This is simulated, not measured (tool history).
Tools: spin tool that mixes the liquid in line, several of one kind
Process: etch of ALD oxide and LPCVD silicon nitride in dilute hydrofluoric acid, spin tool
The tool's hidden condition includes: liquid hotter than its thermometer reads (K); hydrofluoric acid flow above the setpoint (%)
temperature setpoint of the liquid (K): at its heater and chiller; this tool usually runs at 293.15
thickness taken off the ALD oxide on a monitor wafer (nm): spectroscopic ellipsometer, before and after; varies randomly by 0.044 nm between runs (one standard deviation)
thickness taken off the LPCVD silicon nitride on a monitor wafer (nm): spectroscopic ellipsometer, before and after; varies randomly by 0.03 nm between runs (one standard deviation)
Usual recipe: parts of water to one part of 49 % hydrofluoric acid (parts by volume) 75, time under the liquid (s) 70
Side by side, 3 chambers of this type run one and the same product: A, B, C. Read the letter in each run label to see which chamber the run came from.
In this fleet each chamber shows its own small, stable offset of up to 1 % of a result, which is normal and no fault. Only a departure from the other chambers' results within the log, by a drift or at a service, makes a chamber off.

run   hour  temperature setpoint of the liquid (K)  parts of water to one part of 49 % hydrofluoric acid (parts by volume)  time under the liquid (s)  hours since the thermometer was replaced  hours since the hydrofluoric acid flow meter was replaced  read-back film thickness of the ALD oxide reference wafer, read on the same gauge (nm)  read-back film thickness of the LPCVD silicon nitride reference wafer, read on the same gauge (nm)  thickness taken off the ALD oxide on a monitor wafer (nm)  thickness taken off the LPCVD silicon nitride on a monitor wafer (nm)
 1A    7.1                                  293.15                                                                      75                         70                                     646.2                                                      297.3                                                                                 100.010                                                                                              79.979                                                    13.6890                                                                0.30149
 2B   14.9                                  293.15                                                                      75                         70                                     261.2                                                     1497.8                                                                                  99.998                                                                                              80.013                                                    13.7930                                                                0.29426
      18.4  -- chamber C: hydrofluoric acid flow meter replaced
 3C   21.6                                  293.15                                                                      75                         70                                     503.8                                                        3.3                                                                                 100.000                                                                                              80.027                                                    13.7490                                                                0.32231
 4B   30.7                                  293.15                                                                      75                         70                                     277.0                                                     1513.6                                                                                  99.999                                                                                              79.991                                                    13.7400                                                                0.31082
 5A   36.1                                  293.15                                                                      75                         70                                     675.2                                                      326.3                                                                                 100.010                                                                                              79.997                                                    13.6970                                                                0.34203
 6C   43.8                                  293.15                                                                      75                         70                                     526.0                                                       25.5                                                                                  99.999                                                                                              79.981                                                    13.7450                                                                0.27767
 7C   49.4                                  293.15                                                                      75                         70                                     531.6                                                       31.1                                                                                 100.000                                                                                              79.982                                                    13.7760                                                                0.37108
 8B   60.4                                  293.15                                                                      75                         70                                     306.7                                                     1543.3                                                                                  99.999                                                                                              79.969                                                    13.7180                                                                0.32141
 9A   67.8                                  293.15                                                                      50                         40                                     706.9                                                      358.0                                                                                 100.000                                                                                              79.994                                                    12.0480                                                                0.25864
10C   76.4                                  293.15                                                                      50                         40                                     558.6                                                       58.1                                                                                 100.000                                                                                              80.031                                                    12.0230                                                                0.29708
11B   84.0                                  293.15                                                                      50                         40                                     330.3                                                     1566.9                                                                                 100.010                                                                                              79.965                                                    12.1530                                                                0.29850
12A   94.0                                  293.15                                                                      75                         70                                     733.1                                                      384.2                                                                                  99.990                                                                                              79.982                                                    13.6950                                                                0.34596
13B  103.3                                  293.15                                                                      75                         70                                     349.6                                                     1586.2                                                                                  99.994                                                                                              79.997                                                    13.7580                                                                0.35296
14A  112.3                                  293.15                                                                      75                         70                                     751.4                                                      402.5                                                                                  99.980                                                                                              79.981                                                    13.6420                                                                0.40607
15C  117.1                                  293.15                                                                      75                         70                                     599.3                                                       98.8                                                                                 100.010                                                                                              79.981                                                    13.8280                                                                0.30437
16B  124.6                                  293.15                                                                      75                         70                                     370.9                                                     1607.5                                                                                  99.992                                                                                              79.984                                                    13.7440                                                                0.34584
     131.2  -- chamber B: hydrofluoric acid flow meter replaced
17C  131.6                                  293.15                                                                      75                         70                                     613.8                                                      113.3                                                                                 100.000                                                                                              80.008                                                    13.8120                                                                0.37471
18A  139.7                                  293.15                                                                      75                         70                                     778.8                                                      429.9                                                                                 100.010                                                                                              80.003                                                    13.7050                                                                0.34629
19B  146.5                                  297.65                                                                      75                         70                                     392.8                                                       15.3                                                                                 100.000                                                                                              80.022                                                    16.4870                                                                0.45346
20C  155.8                                  297.65                                                                      75                         70                                     638.0                                                      137.5                                                                                 100.000                                                                                              79.999                                                    16.5060                                                                0.41902
21A  164.9                                  297.65                                                                      75                         70                                     804.0                                                      455.1                                                                                 100.000                                                                                              79.991                                                    16.5090                                                                0.42681
22C  169.7                                  293.15                                                                      75                         70                                     651.9                                                      151.4                                                                                 100.000                                                                                              80.019                                                    13.7210                                                                0.34552
23A  175.2                                  293.15                                                                      75                         70                                     814.3                                                      465.4                                                                                 100.010                                                                                              79.996                                                    13.6860                                                                0.29819
24B  181.1                                  293.15                                                                      75                         70                                     427.4                                                       49.9                                                                                 100.030                                                                                              80.018                                                    13.7420                                                                0.31872
25B  187.3                                  293.15                                                                      75                         70                                     433.6                                                       56.1                                                                                  99.995                                                                                              80.013                                                    13.6970                                                                0.33330
26A  197.4                                  290.15                                                                      75                         70                                     836.5                                                      487.6                                                                                 100.000                                                                                              79.986                                                    12.0480                                                                0.26133
27C  203.7                                  290.15                                                                      75                         70                                     685.9                                                      185.4                                                                                 100.000                                                                                              80.015                                                    12.0360                                                                0.27740
28C  211.1                                  290.15                                                                      75                         70                                     693.3                                                      192.8                                                                                  99.982                                                                                              80.003                                                    12.0300                                                                0.26882
29A  219.1                                  293.15                                                                      75                         70                                     858.2                                                      509.3                                                                                  99.988                                                                                              80.003                                                    13.6970                                                                0.36519
30B  229.1                                  293.15                                                                      75                         70                                     475.4                                                       97.9                                                                                 100.010                                                                                              79.989                                                    13.7320                                                                0.29887
31A  234.8                                  293.15                                                                      75                         70                                     873.9                                                      525.0                                                                                 100.000                                                                                              80.021                                                    13.6590                                                                0.31929
32B  242.6                                  293.15                                                                      75                         70                                     488.9                                                      111.4                                                                                  99.995                                                                                              79.995                                                    13.7330                                                                0.31427
33C  251.9                                  293.15                                                                      75                         70                                     734.1                                                      233.6                                                                                 100.000                                                                                              80.012                                                    13.8480                                                                0.37024
34B  262.7                                  293.15                                                                      75                         70                                     509.0                                                      131.5                                                                                  99.999                                                                                              79.992                                                    13.7920                                                                0.36355
35A  272.2                                  293.15                                                                      75                         70                                     911.3                                                      562.4                                                                                  99.987                                                                                              80.002                                                    13.7390                                                                0.34147
36C  280.9                                  293.15                                                                      75                         70                                     763.1                                                      262.6                                                                                 100.010                                                                                              80.038                                                    13.7620                                                                0.32750
37A  288.1                                  293.15                                                                      75                         70                                     927.2                                                      578.3                                                                                 100.000                                                                                              79.975                                                    13.7150                                                                0.30108
38C  297.2                                  293.15                                                                      75                         70                                     779.4                                                      278.9                                                                                 100.010                                                                                              79.984                                                    13.7360                                                                0.31322
39B  304.3                                  290.15                                                                      75                         70                                     550.6                                                      173.1                                                                                 100.000                                                                                              80.006                                                    11.9960                                                                0.26597
40B  313.6                                  290.15                                                                      75                         70                                     559.9                                                      182.4                                                                                 100.000                                                                                              80.019                                                    12.1200                                                                0.23628
     318.6  -- chamber A: hydrofluoric acid flow meter replaced
41C  320.9                                  290.15                                                                      75                         70                                     803.1                                                      302.6                                                                                 100.010                                                                                              80.013                                                    12.0950                                                                0.26253
42A  330.9                                  290.15                                                                      75                         70                                     970.0                                                       12.4                                                                                 100.000                                                                                              80.013                                                    12.0720                                                                0.21763
43A  337.8                                  290.15                                                                      75                         70                                     976.9                                                       19.3                                                                                  99.992                                                                                              79.989                                                    12.0550                                                                0.28197

Each of the 3 chambers runs these same settings next. Fill in every chamber's results:
44A  345.7                                  293.15                                                                      75                         50                                                                                                                                                                                                                                                                                                                                                           ?                                                                      ?
44B  345.7                                  293.15                                                                      75                         50                                                                                                                                                                                                                                                                                                                                                           ?                                                                      ?
44C  345.7                                  293.15                                                                      75                         50                                                                                                                                                                                                                                                                                                                                                           ?                                                                      ?

run  thickness taken off the ALD oxide on a monitor wafer (nm)  thickness taken off the LPCVD silicon nitride on a monitor wafer (nm)
44A                                                     9.7856                                                                0.29285
44B                                                     9.8216                                                                0.23822
44C                                                     9.8259                                                                0.23472
